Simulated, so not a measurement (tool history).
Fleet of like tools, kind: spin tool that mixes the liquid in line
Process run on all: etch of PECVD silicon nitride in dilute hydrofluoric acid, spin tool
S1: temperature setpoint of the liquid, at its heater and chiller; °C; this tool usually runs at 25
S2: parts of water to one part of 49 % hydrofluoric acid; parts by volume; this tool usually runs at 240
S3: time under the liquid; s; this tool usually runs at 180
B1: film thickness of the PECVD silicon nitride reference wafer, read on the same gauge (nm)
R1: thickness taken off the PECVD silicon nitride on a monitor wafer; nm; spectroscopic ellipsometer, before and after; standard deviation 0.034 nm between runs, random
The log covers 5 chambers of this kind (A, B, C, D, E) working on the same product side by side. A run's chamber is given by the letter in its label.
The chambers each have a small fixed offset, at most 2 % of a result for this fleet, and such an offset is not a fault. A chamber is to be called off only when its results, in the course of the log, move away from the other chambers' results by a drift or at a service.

run	hour	S1	S2	S3	B1	R1
# hour 4.7: chamber C: thermometer replaced
1B	13.3	25	240	180	60.018	4.6117
2E	24.0	25	240	180	60.000	4.6110
3C	38.5	25	240	180	60.023	4.5082
4D	46.8	25	240	180	60.005	4.4536
5A	60.8	25	240	180	59.998	4.6327
6A	72.2	25	240	180	60.007	4.5404
7B	80.0	25	240	180	59.986	4.5884
8D	94.6	25	240	180	59.987	4.4845
9C	105.5	25	240	180	60.013	4.5430
10E	120.0	25	295	270	59.993	5.6005
# hour 127.0: chamber D: thermometer replaced
11A	128.5	25	295	270	59.996	5.5556
12C	140.8	25	295	270	59.968	5.6074
13B	150.9	25	295	270	59.999	5.6265
14E	165.0	25	295	270	60.006	5.5478
15D	181.3	25	240	180	59.981	4.5399
16A	192.1	25	240	180	59.987	4.5892
17E	201.4	25	240	180	59.991	4.5938
18B	211.4	25	240	180	60.000	4.5628
19D	223.4	25	240	180	60.006	4.5469
20C	234.2	25	240	180	60.006	4.6941
21B	242.1	25	240	180	59.986	4.5671
22D	251.8	25	240	180	60.011	4.5178
23C	267.2	25	150	245	60.003	10.2740
24A	274.6	25	150	245	60.012	9.9358
25E	285.3	25	150	245	60.026	9.7020
26D	295.2	25	150	245	60.006	9.9285
27A	309.9	25	150	245	60.020	9.9748
28E	319.4	25	240	225	60.009	5.5938
29B	327.8	25	240	225	60.000	5.6885
30C	338.6	25	240	225	59.990	6.0391
31E	354.7	25	240	225	60.010	5.6481
32A	368.2	25	240	225	60.010	5.6551
33C	376.1	25	240	180	60.000	4.9183
34D	392.4	25	140	180	59.985	7.8198
# hour 392.5: chamber D: hydrofluoric acid flow meter replaced
35B	405.6	25	140	180	59.996	7.8835
36D	416.0	25	140	180	59.987	7.7804
37E	423.1	25	140	180	60.006	7.5878

Next, all 5 chambers run the settings below, one line each with question marks for the results. What does each chamber give?
38A	435.0	25	185	180		?
38B	435.0	25	185	180		?
38C	435.0	25	185	180		?
38D	435.0	25	185	180		?
38E	435.0	25	185	180		?

run	R1
38A	5.8938
38B	5.9449
38C	6.4245
38D	5.8272
38E	5.8117

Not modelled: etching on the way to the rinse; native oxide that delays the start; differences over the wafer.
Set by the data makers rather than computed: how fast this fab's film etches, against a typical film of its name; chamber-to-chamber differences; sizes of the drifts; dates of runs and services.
